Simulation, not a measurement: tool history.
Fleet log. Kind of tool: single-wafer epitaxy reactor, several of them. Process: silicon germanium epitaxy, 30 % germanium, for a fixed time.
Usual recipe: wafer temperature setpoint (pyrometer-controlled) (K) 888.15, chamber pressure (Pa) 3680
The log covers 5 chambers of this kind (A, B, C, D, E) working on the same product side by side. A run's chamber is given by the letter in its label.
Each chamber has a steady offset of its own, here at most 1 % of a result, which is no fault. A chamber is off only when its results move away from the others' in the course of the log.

run,hour,wafer temperature setpoint (pyrometer-controlled) (K),chamber pressure (Pa),hours since the last pyrometer calibration,hours since the last manometer calibration,"read-back reference wafer on the same gauge, thickness_nm",mean film thickness on the monitor wafer (Å)
1E,5.2,888.15,3680,730.3,424.6,79.519,872.8
2A,12.6,888.15,3680,1505.8,1095.7,79.54,875.78
# hour 21.8: chamber A: pyrometer calibrated
3B,22.9,888.15,3680,1786.2,676.8,79.517,887.89
4C,28.1,888.15,3680,1020.6,1380,79.557,876.38
5D,37.7,888.15,3680,870.3,232.5,79.461,875.83
6D,48.8,888.15,3680,881.4,243.6,79.494,875.03
7B,55.2,888.15,3680,1818.5,709.1,79.543,888.1
8A,64.5,888.15,3680,42.8,1147.6,79.475,879.37
9E,72.6,888.15,3680,797.7,492,79.539,874.18
10C,78.6,888.15,3680,1071.1,1430.5,79.528,879.66
11B,86.8,888.15,3680,1850.1,740.7,79.525,883.41
12E,93.1,888.15,3680,818.2,512.5,79.405,875.57
13D,100.8,888.15,3680,933.4,295.6,79.518,875.65
14A,107.4,888.15,3680,85.7,1190.5,79.501,876.9
15C,113.8,888.15,3680,1106.3,1465.7,79.558,879.53
16D,120.7,888.15,3680,953.3,315.5,79.488,874.37
# hour 129: chamber B: pyrometer calibrated
17C,129,888.15,3680,1121.5,1480.9,79.49,879.71
18A,136.1,888.15,3680,114.4,1219.2,79.487,875.46
19B,146.2,888.15,3680,17.2,800.1,79.574,887.77
20E,154.9,888.15,3680,880,574.3,79.465,879.83
21E,160.7,900.15,3160,885.8,580.1,79.437,1018.8
22C,166.1,900.15,3160,1158.6,1518,79.459,1012.1
23A,171.6,900.15,3160,149.9,1254.7,79.428,1014.4
24D,177.1,900.15,3160,1009.7,371.9,79.495,1016.6
25B,184.3,900.15,3160,55.3,838.2,79.491,1025.4
26E,192,888.15,3680,917.1,611.4,79.465,877.99
27B,199.1,888.15,3680,70.1,853,79.508,885.87
28A,210.2,888.15,3680,188.5,1293.3,79.555,874.22
# hour 217.6: chamber C: capacitance manometer re-zeroed and calibrated
29D,219.1,888.15,3680,1051.7,413.9,79.528,875.68
30C,224.5,888.15,3680,1217,7,79.565,872.28
31B,236.3,888.15,3680,107.3,890.2,79.519,891.08
32E,246.8,888.15,3680,971.9,666.2,79.51,874.07
33D,256.6,888.15,3680,1089.2,451.4,79.506,876.48
34A,267,888.15,3680,245.3,1350.1,79.482,881.92
35C,274.9,888.15,3680,1267.4,57.4,79.543,878.74
36E,285.4,888.15,3680,1010.5,704.8,79.526,877.24
37B,292.3,888.15,3680,163.3,946.2,79.51,882.31

Read the log: is a single chamber off, either drifting away or since a service, is the gauge that measures every chamber drifting, or is nothing wrong beyond small per-chamber offsets? Name any odd chamber and what most likely caused it.

Neither any chamber nor the gauge drifts; the chambers differ only by their own small, steady offsets.

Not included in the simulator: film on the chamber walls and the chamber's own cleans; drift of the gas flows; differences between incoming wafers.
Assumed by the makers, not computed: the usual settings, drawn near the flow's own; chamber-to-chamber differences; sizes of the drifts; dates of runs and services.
